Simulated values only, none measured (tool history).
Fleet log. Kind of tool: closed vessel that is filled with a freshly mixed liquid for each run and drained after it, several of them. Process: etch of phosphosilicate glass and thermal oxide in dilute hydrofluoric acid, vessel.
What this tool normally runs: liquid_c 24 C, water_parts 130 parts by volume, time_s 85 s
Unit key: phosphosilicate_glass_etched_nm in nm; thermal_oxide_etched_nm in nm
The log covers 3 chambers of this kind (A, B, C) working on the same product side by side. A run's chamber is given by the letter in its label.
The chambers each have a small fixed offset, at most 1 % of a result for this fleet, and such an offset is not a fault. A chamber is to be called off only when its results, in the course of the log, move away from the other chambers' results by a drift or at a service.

| run | hour | liquid_c | water_parts | time_s | hours since the thermometer was replaced | hours since the hydrofluoric acid flow meter was replaced | read-back film thickness of the phosphosilicate glass reference wafer, read on the same gauge (nm) | read-back film thickness of the thermal oxide reference wafer, read on the same gauge (nm) | phosphosilicate_glass_etched_nm | thermal_oxide_etched_nm |
|---|---|---|---|---|---|---|---|---|---|---|
| 1A | 5.5 | 24 | 130 | 85 | 831.2 | 811.4 | 119.97 | 30.003 | 37.961 | 2.9759 |
| 2B | 13.3 | 24 | 130 | 85 | 384.3 | 1298.2 | 120.01 | 29.985 | 37.226 | 2.9550 |
| 3C | 19.5 | 24 | 130 | 85 | 35.9 | 216.2 | 120.03 | 30.005 | 37.664 | 2.9883 |
| 4C | 25.0 | 24 | 130 | 85 | 41.4 | 221.7 | 120.03 | 30.013 | 37.754 | 2.9568 |
| 5A | 28.9 | 24 | 100 | 85 | 854.6 | 834.8 | 119.94 | 29.985 | 51.229 | 4.0767 |
| 6B | 33.6 | 24 | 100 | 85 | 404.6 | 1318.5 | 120.02 | 29.980 | 50.149 | 3.9709 |
| 7B | 38.7 | 24 | 100 | 85 | 409.7 | 1323.6 | 119.94 | 30.014 | 50.445 | 4.0064 |
| 8A | 43.1 | 24 | 130 | 85 | 868.8 | 849.0 | 120.01 | 30.006 | 38.094 | 3.0130 |
| 9C | 48.0 | 24 | 130 | 85 | 64.4 | 244.7 | 120.04 | 30.006 | 37.856 | 2.9445 |
| 10A | 52.9 | 24 | 130 | 85 | 878.6 | 858.8 | 120.03 | 30.004 | 37.789 | 2.9672 |
| 11B | 57.8 | 24 | 130 | 85 | 428.8 | 1342.7 | 120.00 | 30.019 | 37.620 | 2.9502 |
| 12C | 61.9 | 24 | 130 | 85 | 78.3 | 258.6 | 119.97 | 30.008 | 37.746 | 2.9243 |
| 13B | 66.6 | 24 | 130 | 85 | 437.6 | 1351.5 | 120.00 | 30.001 | 37.597 | 3.0032 |
| 14A | 71.4 | 24 | 130 | 85 | 897.1 | 877.3 | 120.00 | 30.021 | 37.673 | 3.0155 |
| 15C | 79.4 | 24 | 130 | 85 | 95.8 | 276.1 | 119.99 | 29.997 | 38.085 | 2.9476 |
| 16B | 85.2 | 24 | 130 | 85 | 456.2 | 1370.1 | 120.04 | 29.989 | 37.590 | 2.9631 |
| 17C | 91.8 | 24 | 130 | 85 | 108.2 | 288.5 | 120.02 | 29.995 | 38.045 | 2.9474 |
| 18A | 99.6 | 24 | 130 | 85 | 925.3 | 905.5 | 120.01 | 30.014 | 37.725 | 2.9759 |
| 19C | 106.8 | 24 | 130 | 85 | 123.2 | 303.5 | 120.01 | 29.983 | 37.686 | 2.9462 |
| 20A | 110.9 | 24 | 130 | 85 | 936.6 | 916.8 | 120.02 | 29.999 | 37.862 | 2.9860 |
| 21B | 117.2 | 24 | 130 | 85 | 488.2 | 1402.1 | 119.98 | 29.999 | 37.516 | 3.0074 |
| 22A | 121.1 | 24 | 130 | 85 | 946.8 | 927.0 | 119.98 | 30.008 | 37.797 | 2.9775 |

All 3 chambers run these settings next. Forecast each chamber's results:
| 23A | 126.9 | 24 | 190 | 85 |  |  |  |  | ? | ? |
| 23B | 126.9 | 24 | 190 | 85 |  |  |  |  | ? | ? |
| 23C | 126.9 | 24 | 190 | 85 |  |  |  |  | ? | ? |

| run | phosphosilicate_glass_etched_nm | thermal_oxide_etched_nm |
|---|---|---|
| 23A | 24.041 | 1.8717 |
| 23B | 24.138 | 1.9149 |
| 23C | 24.001 | 1.9040 |
